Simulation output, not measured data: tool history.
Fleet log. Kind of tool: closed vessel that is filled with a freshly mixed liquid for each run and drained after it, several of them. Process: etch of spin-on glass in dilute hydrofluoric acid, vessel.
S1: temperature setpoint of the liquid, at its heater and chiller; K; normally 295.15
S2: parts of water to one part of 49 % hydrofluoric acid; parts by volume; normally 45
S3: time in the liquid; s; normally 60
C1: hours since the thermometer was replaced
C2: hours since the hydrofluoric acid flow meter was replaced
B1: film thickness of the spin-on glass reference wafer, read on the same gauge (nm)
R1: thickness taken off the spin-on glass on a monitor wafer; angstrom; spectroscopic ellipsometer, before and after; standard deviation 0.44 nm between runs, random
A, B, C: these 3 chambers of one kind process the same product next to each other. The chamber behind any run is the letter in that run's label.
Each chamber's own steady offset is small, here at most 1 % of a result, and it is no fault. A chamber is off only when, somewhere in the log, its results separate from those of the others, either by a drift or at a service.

run,hour,S1,S2,S3,C1,C2,B1,R1
1C,5.7,295.15,45,60,996.9,327.3,80.008,788.1
2B,12.3,295.15,45,60,620.2,944.5,80.001,778.03
3A,15.9,295.15,45,60,532.3,68.6,80.041,783.61
4B,22.6,295.15,45,60,630.5,954.8,79.987,769.59
5A,27.7,295.15,35,45,544.1,80.4,79.99,768.17
6C,34.7,295.15,35,45,1025.9,356.3,80.013,767.25
7A,41.6,295.15,35,45,558,94.3,80.022,767.87
8B,48.2,297.15,45,50,656.1,980.4,80.03,700.22
9C,54.7,297.15,45,50,1045.9,376.3,80.015,721.5
10C,61,297.15,45,50,1052.2,382.6,80.021,723.62
11B,64.1,295.15,45,60,672,996.3,79.97,780.73
12A,68.7,295.15,45,60,585.1,121.4,79.998,786.65
13C,72.7,295.15,45,60,1063.9,394.3,79.997,787.65
14B,78.8,295.15,45,60,686.7,1011,80.016,781.81
15A,85.7,295.15,45,60,602.1,138.4,79.991,786.61
16A,89,295.15,55,60,605.4,141.7,80.014,642.47
17C,94.1,295.15,55,60,1085.3,415.7,80.012,628.94
18B,101.2,295.15,55,60,709.1,1033.4,79.971,632.69
19A,104.4,295.15,45,60,620.8,157.1,79.996,788.17
20B,111.1,295.15,45,60,719,1043.3,79.984,774.33
21C,114.4,295.15,45,60,1105.6,436,80.01,769.92
22A,118.6,295.15,45,60,635,171.3,80.009,783.88
23B,124.5,295.15,45,60,732.4,1056.7,80.036,781.59
24C,130.3,295.15,45,60,1121.5,451.9,79.995,754.28
25C,133.4,295.15,45,60,1124.6,455,79.985,758.32
26A,138.3,295.15,45,60,654.7,191,79.996,787.67
27B,143.1,295.15,45,60,751,1075.3,79.997,773.05
28C,146.6,295.15,45,60,1137.8,468.2,80.019,745.95
29A,153.6,295.15,45,60,670,206.3,79.983,781.87
30B,159.3,295.15,45,60,767.2,1091.5,80,780.76
31B,163,295.15,45,60,770.9,1095.2,80.022,777.29
32C,168.1,295.15,45,60,1159.3,489.7,79.979,737.65
33A,172.7,292.15,50,60,689.1,225.4,79.996,618.21
34A,179.4,292.15,50,60,695.8,232.1,80.035,618.57
35B,183.6,292.15,50,60,791.5,1115.8,79.983,606.81

The same settings go to every chamber for the next run, one line per chamber below. Forecast the results for each:
36A,188.7,295.15,45,60,,,,?
36B,188.7,295.15,45,60,,,,?
36C,188.7,295.15,45,60,,,,?

run,R1
36A,786.81
36B,775.87
36C,737.64

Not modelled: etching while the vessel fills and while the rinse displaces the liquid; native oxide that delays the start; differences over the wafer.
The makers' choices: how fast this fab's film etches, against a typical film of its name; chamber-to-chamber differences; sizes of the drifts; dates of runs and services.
